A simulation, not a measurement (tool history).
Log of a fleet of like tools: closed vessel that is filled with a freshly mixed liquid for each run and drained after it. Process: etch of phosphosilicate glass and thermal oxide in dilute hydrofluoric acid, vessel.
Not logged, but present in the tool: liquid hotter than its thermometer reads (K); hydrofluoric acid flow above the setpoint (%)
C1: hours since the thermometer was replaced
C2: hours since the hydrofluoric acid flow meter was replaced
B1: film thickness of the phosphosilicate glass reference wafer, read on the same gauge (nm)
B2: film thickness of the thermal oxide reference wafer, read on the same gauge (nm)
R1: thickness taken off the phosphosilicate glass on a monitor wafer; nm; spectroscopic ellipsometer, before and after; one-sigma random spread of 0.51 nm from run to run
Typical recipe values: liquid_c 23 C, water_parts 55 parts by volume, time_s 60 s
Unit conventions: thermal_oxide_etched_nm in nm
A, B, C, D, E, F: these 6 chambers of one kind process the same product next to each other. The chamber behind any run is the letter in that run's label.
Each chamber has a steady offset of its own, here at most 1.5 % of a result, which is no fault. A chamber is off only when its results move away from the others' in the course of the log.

Run 1E, hour 6.6: usual settings; C1 856; C2 631; B1 39.965; B2 89.991. Result: R1 103.52 nm, thermal_oxide_etched_nm 5.23 nm.
Run 2A, hour 10.9: usual settings; C1 2026.1; C2 84.6; B1 39.997; B2 90.005. Result: R1 103.27 nm, thermal_oxide_etched_nm 5.2305 nm.
Run 3D, hour 15.6: usual settings; C1 1182.1; C2 1117.4; B1 39.974; B2 90.016. Result: R1 103.44 nm, thermal_oxide_etched_nm 5.2464 nm.
Run 4B, hour 21.7: usual settings; C1 349.1; C2 72.3; B1 39.991; B2 89.98. Result: R1 104.2 nm, thermal_oxide_etched_nm 5.1361 nm.
Run 5F, hour 27.2: usual settings; C1 587.7; C2 2042.7; B1 40.038; B2 89.987. Result: R1 104.41 nm, thermal_oxide_etched_nm 5.1576 nm.
Run 6C, hour 32.3: usual settings; C1 2489; C2 533.3; B1 39.999; B2 90.015. Result: R1 103.52 nm, thermal_oxide_etched_nm 5.288 nm.
Run 7F, hour 42.1: usual settings but liquid_c 21 C, time_s 70 s; C1 602.6; C2 2057.6; B1 39.99; B2 89.976. Result: R1 110.45 nm, thermal_oxide_etched_nm 5.6153 nm.
Run 8A, hour 51.2: usual settings but liquid_c 21 C, time_s 70 s; C1 2066.4; C2 124.9; B1 39.997; B2 90.022. Result: R1 111.07 nm, thermal_oxide_etched_nm 5.6189 nm.
Run 9E, hour 59.6: usual settings but liquid_c 21 C, time_s 70 s; C1 909; C2 684; B1 40.008; B2 90.008. Result: R1 111.36 nm, thermal_oxide_etched_nm 5.5461 nm.
Run 10C, hour 67.9: usual settings but liquid_c 21 C, time_s 70 s; C1 2524.6; C2 568.9; B1 39.982; B2 89.992. Result: R1 109.89 nm, thermal_oxide_etched_nm 5.6027 nm.
Run 11B, hour 73.3: usual settings but liquid_c 21 C, time_s 70 s; C1 400.7; C2 123.9; B1 40.043; B2 90.016. Result: R1 112.22 nm, thermal_oxide_etched_nm 5.5502 nm.
Run 12D, hour 79.4: usual settings but liquid_c 21 C, time_s 70 s; C1 1245.9; C2 1181.2; B1 40.031; B2 90.001. Result: R1 110.92 nm, thermal_oxide_etched_nm 5.6246 nm.
Run 13D, hour 88.9: usual settings; C1 1255.4; C2 1190.7; B1 40.014; B2 90.01. Result: R1 103.73 nm, thermal_oxide_etched_nm 5.2396 nm.
Run 14B, hour 93.9: usual settings but water_parts 30 parts by volume; C1 421.3; C2 144.5; B1 40.016; B2 90.006. Result: R1 200.9 nm, thermal_oxide_etched_nm 9.9607 nm.
Run 15E, hour 101.3: usual settings but water_parts 30 parts by volume; C1 950.7; C2 725.7; B1 40.029; B2 90.007. Result: R1 196.29 nm, thermal_oxide_etched_nm 9.8365 nm.
Run 16F, hour 109.1: usual settings but water_parts 30 parts by volume; C1 669.6; C2 2124.6; B1 39.976; B2 89.982. Result: R1 192.8 nm, thermal_oxide_etched_nm 9.7766 nm.
Run 17A, hour 116.4: usual settings but water_parts 30 parts by volume; C1 2131.6; C2 190.1; B1 40.018; B2 89.996. Result: R1 193.25 nm, thermal_oxide_etched_nm 10.013 nm.
Run 18C, hour 124.8: usual settings but water_parts 30 parts by volume; C1 2581.5; C2 625.8; B1 39.951; B2 89.999. Result: R1 193.78 nm, thermal_oxide_etched_nm 9.8295 nm.
Run 19A, hour 130.4: usual settings but water_parts 30 parts by volume; C1 2145.6; C2 204.1; B1 39.964; B2 89.987. Result: R1 194.08 nm, thermal_oxide_etched_nm 9.8981 nm.
Run 20E, hour 138.5: usual settings; C1 987.9; C2 762.9; B1 40.003; B2 90.011. Result: R1 103.51 nm, thermal_oxide_etched_nm 5.2056 nm.
Run 21B, hour 143.7: usual settings but water_parts 45 parts by volume, time_s 80 s; C1 471.1; C2 194.3; B1 40.03; B2 89.993. Result: R1 172.73 nm, thermal_oxide_etched_nm 8.5791 nm.
Run 22F, hour 152.6: usual settings but water_parts 45 parts by volume, time_s 80 s; C1 713.1; C2 2168.1; B1 39.946; B2 89.978. Result: R1 171.23 nm, thermal_oxide_etched_nm 8.5461 nm.
Run 23C, hour 160.7: usual settings but water_parts 45 parts by volume, time_s 80 s; C1 2617.4; C2 661.7; B1 39.985; B2 89.997. Result: R1 169.57 nm, thermal_oxide_etched_nm 8.7177 nm.
Run 24D, hour 170.4: usual settings but water_parts 45 parts by volume, time_s 80 s; C1 1336.9; C2 1272.2; B1 40.024; B2 90.016. Result: R1 169.44 nm, thermal_oxide_etched_nm 8.598 nm.
Run 25E, hour 179: usual settings but water_parts 45 parts by volume, time_s 80 s; C1 1028.4; C2 803.4; B1 39.987; B2 90.028. Result: R1 170.2 nm, thermal_oxide_etched_nm 8.6781 nm.
Run 26D, hour 188.3: usual settings but water_parts 45 parts by volume, time_s 80 s; C1 1354.8; C2 1290.1; B1 39.977; B2 89.984. Result: R1 170.1 nm, thermal_oxide_etched_nm 8.4536 nm.
Run 27C, hour 197.4: usual settings; C1 2654.1; C2 698.4; B1 40.002; B2 89.986. Result: R1 103.49 nm, thermal_oxide_etched_nm 5.1993 nm.
Run 28F, hour 205.3: usual settings; C1 765.8; C2 2220.8; B1 40.027; B2 90.006. Result: R1 104.16 nm, thermal_oxide_etched_nm 5.1738 nm.
Run 29B, hour 214.2: usual settings; C1 541.6; C2 264.8; B1 40.017; B2 90.009. Result: R1 103.7 nm, thermal_oxide_etched_nm 5.2385 nm.
Run 30A, hour 220.5: usual settings; C1 2235.7; C2 294.2; B1 39.999; B2 90.016. Result: R1 102.15 nm, thermal_oxide_etched_nm 5.2269 nm.
Run 31B, hour 228.4: usual settings; C1 555.8; C2 279; B1 40.008; B2 89.999. Result: R1 104.48 nm, thermal_oxide_etched_nm 5.1933 nm.
Run 32F, hour 233.4: usual settings but water_parts 80 parts by volume, time_s 70 s; C1 793.9; C2 2248.9; B1 40.026; B2 90.001. Result: R1 81.019 nm, thermal_oxide_etched_nm 4.081 nm.
Run 33C, hour 238.1: usual settings but water_parts 80 parts by volume, time_s 70 s; C1 2694.8; C2 739.1; B1 39.995; B2 89.986. Result: R1 80.796 nm, thermal_oxide_etched_nm 4.1489 nm.
Run 34E, hour 243.7: usual settings but water_parts 80 parts by volume, time_s 70 s; C1 1093.1; C2 868.1; B1 40.009; B2 90.002. Result: R1 80.151 nm, thermal_oxide_etched_nm 4.1104 nm.
Run 35A, hour 249.4: usual settings but water_parts 80 parts by volume, time_s 70 s; C1 2264.6; C2 323.1; B1 40.028; B2 89.999. Result: R1 80.025 nm, thermal_oxide_etched_nm 4.0421 nm.
Run 36D, hour 256.6: usual settings but water_parts 80 parts by volume, time_s 70 s; C1 1423.1; C2 1358.4; B1 39.966; B2 90.006. Result: R1 81.392 nm, thermal_oxide_etched_nm 4.0384 nm.
Run 37F, hour 264: usual settings but water_parts 80 parts by volume, time_s 70 s; C1 824.5; C2 2279.5; B1 40.018; B2 89.997. Result: R1 81.164 nm, thermal_oxide_etched_nm 4.046 nm.
Run 38B, hour 271.8: usual settings; C1 599.2; C2 322.4; B1 40.029; B2 89.982. Result: R1 104.9 nm, thermal_oxide_etched_nm 5.1956 nm.
Run 39C, hour 277.7: usual settings; C1 2734.4; C2 778.7; B1 39.992; B2 89.99. Result: R1 103.85 nm, thermal_oxide_etched_nm 5.3175 nm.
Run 40E, hour 283.8: usual settings; C1 1133.2; C2 908.2; B1 39.984; B2 90.016. Result: R1 103.63 nm, thermal_oxide_etched_nm 5.1948 nm.
Run 41A, hour 290.3: usual settings; C1 2305.5; C2 364; B1 40.009; B2 89.983. Result: R1 101.77 nm, thermal_oxide_etched_nm 5.1825 nm.

Next, all 6 chambers run the settings below, one line each with question marks for the results. What does each chamber give?
Run 42A, hour 297.3: usual settings but liquid_c 20 C. Result: R1 ?, thermal_oxide_etched_nm ?.
Run 42B, hour 297.3: usual settings but liquid_c 20 C. Result: R1 ?, thermal_oxide_etched_nm ?.
Run 42C, hour 297.3: usual settings but liquid_c 20 C. Result: R1 ?, thermal_oxide_etched_nm ?.
Run 42D, hour 297.3: usual settings but liquid_c 20 C. Result: R1 ?, thermal_oxide_etched_nm ?.
Run 42E, hour 297.3: usual settings but liquid_c 20 C. Result: R1 ?, thermal_oxide_etched_nm ?.
Run 42F, hour 297.3: usual settings but liquid_c 20 C. Result: R1 ?, thermal_oxide_etched_nm ?.

run      R1  thermal_oxide_etched_nm
42A  91.073                   4.6851
42B  91.936                   4.5801
42C  90.724                   4.6687
42D  92.038                   4.6062
42E  92.102                   4.5954
42F  91.532                   4.5933
